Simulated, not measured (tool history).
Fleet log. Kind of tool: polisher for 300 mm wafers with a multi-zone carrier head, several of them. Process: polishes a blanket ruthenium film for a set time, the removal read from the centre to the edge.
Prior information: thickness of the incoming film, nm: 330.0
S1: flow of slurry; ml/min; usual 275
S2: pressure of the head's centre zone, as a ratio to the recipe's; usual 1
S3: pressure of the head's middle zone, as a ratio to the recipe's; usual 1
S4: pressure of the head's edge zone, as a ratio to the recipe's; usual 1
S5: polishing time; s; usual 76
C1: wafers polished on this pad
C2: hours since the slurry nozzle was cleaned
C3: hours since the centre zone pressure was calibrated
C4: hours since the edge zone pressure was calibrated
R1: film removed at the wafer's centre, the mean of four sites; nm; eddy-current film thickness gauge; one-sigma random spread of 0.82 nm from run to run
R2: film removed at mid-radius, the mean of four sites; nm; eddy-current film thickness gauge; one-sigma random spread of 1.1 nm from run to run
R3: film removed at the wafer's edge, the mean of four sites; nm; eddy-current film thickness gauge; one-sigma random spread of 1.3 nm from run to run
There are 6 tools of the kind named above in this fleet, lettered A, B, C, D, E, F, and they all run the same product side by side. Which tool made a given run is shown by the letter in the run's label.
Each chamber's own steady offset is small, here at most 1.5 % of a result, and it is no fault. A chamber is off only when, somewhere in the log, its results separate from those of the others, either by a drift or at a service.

| run | day | S1 | S2 | S3 | S4 | S5 | C1 | C2 | C3 | C4 | R1 | R2 | R3 |
|---|---|---|---|---|---|---|---|---|---|---|---|---|---|
| 1A | 0.312 | 275 | 1 | 1 | 1 | 76 | 1402 | 70.3 | 232.2 | 470 | 97.988 | 100.95 | 96.792 |
|  | 0.362 | chamber A: worn pad replaced by a new one |
| 2F | 0.762 | 275 | 1 | 1 | 1 | 76 | 1144 | 160.7 | 531.2 | 416.7 | 98.203 | 101.18 | 96.684 |
|  | 0.858 | chamber B: worn pad replaced by a new one |
|  | 1.146 | chamber E: worn pad replaced by a new one |
|  | 1.279 | chamber B: centre zone pressure recalibrated |
|  | 1.317 | chamber F: worn pad replaced by a new one |
| 3B | 1.367 | 275 | 1 | 1 | 1 | 76 | 176 | 45 | 2.2 | 187.9 | 97.843 | 97.509 | 99.412 |
| 4D | 1.704 | 275 | 1 | 1 | 1 | 76 | 819 | 508.6 | 205.5 | 877.8 | 98.587 | 99.535 | 99.129 |
| 5C | 2.175 | 275 | 1 | 1 | 1 | 76 | 1388 | 63.5 | 123 | 259.8 | 98.727 | 98.272 | 95.207 |
|  | 2.417 | chamber C: worn pad replaced by a new one |
|  | 2.567 | chamber E: slurry nozzle cleaned |
| 6E | 2.604 | 275 | 1 | 1 | 1 | 76 | 507 | 1 | 201.9 | 567.9 | 99.516 | 98.528 | 98.607 |
|  | 3.208 | chamber D: worn pad replaced by a new one |
| 7B | 3.225 | 275 | 1 | 1 | 1 | 76 | 822 | 89.6 | 46.8 | 232.5 | 97.691 | 97.865 | 100.15 |
| 8E | 3.758 | 275 | 1 | 1 | 1 | 76 | 908 | 28.7 | 229.6 | 595.6 | 98.342 | 96.762 | 99.374 |
| 9F | 4.125 | 275 | 1 | 1 | 1 | 76 | 976 | 241.4 | 611.9 | 497.4 | 97.924 | 99.345 | 97.551 |
|  | 4.246 | chamber D: edge zone pressure recalibrated |
|  | 4.438 | chamber A: worn pad replaced by a new one |
| 10C | 4.6 | 275 | 1 | 1 | 1 | 89 | 759 | 121.7 | 181.2 | 318 | 116.8 | 116.35 | 115.92 |
|  | 4.633 | chamber F: worn pad replaced by a new one |
|  | 4.812 | chamber B: worn pad replaced by a new one |
|  | 5.012 | chamber E: worn pad replaced by a new one |
| 11A | 5.017 | 275 | 1 | 1 | 1 | 89 | 201 | 183.2 | 345.1 | 582.9 | 114.52 | 116.9 | 113.47 |
| 12D | 5.321 | 275 | 1 | 1 | 1 | 89 | 735 | 595.4 | 292.3 | 25.9 | 114.94 | 116.24 | 117.01 |
|  | 5.638 | chamber C: worn pad replaced by a new one |
| 13C | 5.642 | 275 | 1 | 1 | 1 | 89 | 2 | 146.7 | 206.2 | 343 | 118.87 | 116.14 | 115.66 |
|  | 5.675 | chamber D: slurry nozzle cleaned |
| 14E | 6.296 | 275 | 1 | 1 | 1 | 89 | 446 | 89.6 | 290.5 | 656.5 | 117.28 | 114.93 | 115.38 |
| 15F | 6.846 | 275 | 1 | 1 | 1 | 89 | 769 | 306.7 | 677.2 | 562.7 | 114.76 | 114.52 | 115.01 |
| 16B | 7.338 | 275 | 1 | 1 | 1 | 76 | 878 | 188.3 | 145.5 | 331.2 | 97.107 | 98.398 | 96.959 |
|  | 7.421 | chamber D: worn pad replaced by a new one |
|  | 7.767 | chamber A: edge zone pressure recalibrated |
| 17A | 7.904 | 275 | 1 | 1 | 1 | 76 | 1204 | 252.5 | 414.4 | 3.4 | 98.335 | 98.84 | 97.263 |
| 18D | 8.275 | 275 | 1 | 1 | 1 | 76 | 297 | 62.5 | 363.2 | 96.8 | 99.884 | 99.141 | 98.281 |
|  | 8.675 | chamber A: worn pad replaced by a new one |
|  | 8.696 | chamber F: worn pad replaced by a new one |
|  | 8.738 | chamber B: worn pad replaced by a new one |
| 19B | 8.904 | 275 | 1 | 1 | 1 | 76 | 58 | 225.9 | 183.1 | 368.8 | 97.919 | 99.451 | 97.567 |
|  | 9.004 | chamber E: worn pad replaced by a new one |
|  | 9.158 | chamber C: worn pad replaced by a new one |
|  | 9.175 | chamber C: slurry nozzle cleaned |
| 20C | 9.325 | 275 | 1 | 1 | 1 | 76 | 58 | 3.7 | 294.6 | 431.4 | 99.043 | 98.945 | 98.154 |
| 21A | 9.738 | 355 | 1 | 1 | 0.95 | 76 | 369 | 296.5 | 458.4 | 47.4 | 100.06 | 101.42 | 96.943 |
| 22E | 10.179 | 355 | 1 | 1 | 0.95 | 76 | 408 | 182.8 | 383.7 | 749.7 | 102.43 | 102.4 | 99.489 |
| 23F | 10.679 | 355 | 1 | 1 | 0.95 | 76 | 689 | 398.7 | 769.2 | 654.7 | 98.024 | 101.72 | 98.221 |
| 24D | 11.067 | 355 | 1 | 1 | 0.95 | 76 | 1267 | 129.5 | 430.2 | 163.8 | 101.59 | 101.8 | 98.482 |
|  | 11.229 | chamber D: worn pad replaced by a new one |
| 25E | 11.433 | 355 | 1 | 1 | 0.95 | 76 | 844 | 212.9 | 413.8 | 779.8 | 103.24 | 99.582 | 97.603 |
| 26D | 11.804 | 355 | 1 | 1 | 0.95 | 76 | 201 | 147.2 | 447.9 | 181.5 | 101.54 | 102.1 | 98.698 |
|  | 11.967 | chamber A: worn pad replaced by a new one |
| 27C | 12.175 | 275 | 1 | 1 | 1 | 76 | 1049 | 72.1 | 363 | 499.8 | 99.423 | 98.782 | 98.645 |
|  | 12.371 | chamber E: worn pad replaced by a new one |
| 28B | 12.471 | 275 | 1 | 1 | 1 | 76 | 1298 | 311.5 | 268.7 | 454.4 | 98.606 | 97.907 | 98.585 |
|  | 12.571 | chamber C: worn pad replaced by a new one |
|  | 12.762 | chamber B: worn pad replaced by a new one |
|  | 12.871 | chamber F: worn pad replaced by a new one |
| 29A | 12.95 | 275 | 1 | 1 | 1 | 76 | 342 | 373.6 | 535.5 | 124.5 | 96.886 | 98.906 | 99.139 |
|  | 13.538 | chamber E: slurry nozzle cleaned |
| 30F | 13.625 | 275 | 0.96 | 1 | 1 | 76 | 262 | 469.4 | 839.9 | 725.4 | 91.189 | 96.752 | 97.392 |
| 31F | 13.912 | 275 | 0.96 | 1 | 1 | 76 | 362 | 476.3 | 846.8 | 732.3 | 90.733 | 95.967 | 94.896 |
| 32A | 14.338 | 275 | 0.96 | 1 | 1 | 76 | 824 | 406.9 | 568.8 | 157.8 | 93.506 | 99.116 | 97.848 |
| 33C | 14.988 | 275 | 0.96 | 1 | 1 | 76 | 839 | 139.6 | 430.5 | 567.3 | 94.232 | 99.943 | 96.502 |
|  | 15.054 | chamber D: worn pad replaced by a new one |
|  | 15.175 | chamber A: centre zone pressure recalibrated |
| 34B | 15.508 | 275 | 0.96 | 1 | 1 | 76 | 954 | 384.4 | 341.6 | 527.3 | 93.222 | 98.467 | 99.644 |
| 35D | 15.821 | 275 | 0.96 | 1 | 1 | 76 | 266 | 243.6 | 544.3 | 277.9 | 94.461 | 97.923 | 101.13 |
|  | 16.033 | chamber A: worn pad replaced by a new one |
|  | 16.154 | chamber B: worn pad replaced by a new one |
|  | 16.221 | chamber E: worn pad replaced by a new one |
|  | 16.283 | chamber B: slurry nozzle cleaned |
|  | 16.329 | chamber C: worn pad replaced by a new one |
| 36E | 16.371 | 275 | 1 | 1 | 1 | 76 | 53 | 68.1 | 532.3 | 898.3 | 100.92 | 101.31 | 100.55 |
|  | 16.688 | chamber F: worn pad replaced by a new one |
| 37E | 16.783 | 275 | 1 | 1 | 1 | 76 | 196 | 78 | 542.2 | 908.2 | 98.937 | 96.306 | 99.726 |
|  | 17.154 | chamber B: centre zone pressure recalibrated |
| 38A | 17.333 | 275 | 1 | 1 | 1 | 76 | 452 | 478.8 | 51.8 | 229.7 | 97.24 | 100.61 | 99.577 |
| 39F | 17.954 | 275 | 1 | 1 | 1 | 76 | 441 | 573.3 | 943.8 | 829.3 | 92.082 | 97.483 | 97.11 |
|  | 18.1 | chamber C: slurry nozzle cleaned |
| 40B | 18.492 | 275 | 1 | 1 | 1 | 76 | 812 | 53.1 | 32.2 | 598.9 | 97.783 | 99.724 | 98.29 |
| 41C | 18.846 | 275 | 1 | 1 | 1 | 76 | 874 | 17.9 | 523.1 | 659.9 | 99.981 | 99.232 | 96.54 |

All chambers now run identical settings, listed one chamber a line with results as question marks. What results will each chamber show?
| 42A | 19.329 | 275 | 1 | 1 | 1 | 76 |  |  |  |  | ? | ? | ? |
| 42B | 19.329 | 275 | 1 | 1 | 1 | 76 |  |  |  |  | ? | ? | ? |
| 42C | 19.329 | 275 | 1 | 1 | 1 | 76 |  |  |  |  | ? | ? | ? |
| 42D | 19.329 | 275 | 1 | 1 | 1 | 76 |  |  |  |  | ? | ? | ? |
| 42E | 19.329 | 275 | 1 | 1 | 1 | 76 |  |  |  |  | ? | ? | ? |
| 42F | 19.329 | 275 | 1 | 1 | 1 | 76 |  |  |  |  | ? | ? | ? |

| run | R1 | R2 | R3 |
|---|---|---|---|
| 42A | 96.08 | 101.93 | 96.413 |
| 42B | 97.985 | 97.476 | 98.163 |
| 42C | 99.881 | 98.172 | 97.25 |
| 42D | 98.67 | 98.989 | 98.399 |
| 42E | 100.21 | 100.61 | 97.915 |
| 42F | 93.15 | 99.332 | 98.159 |
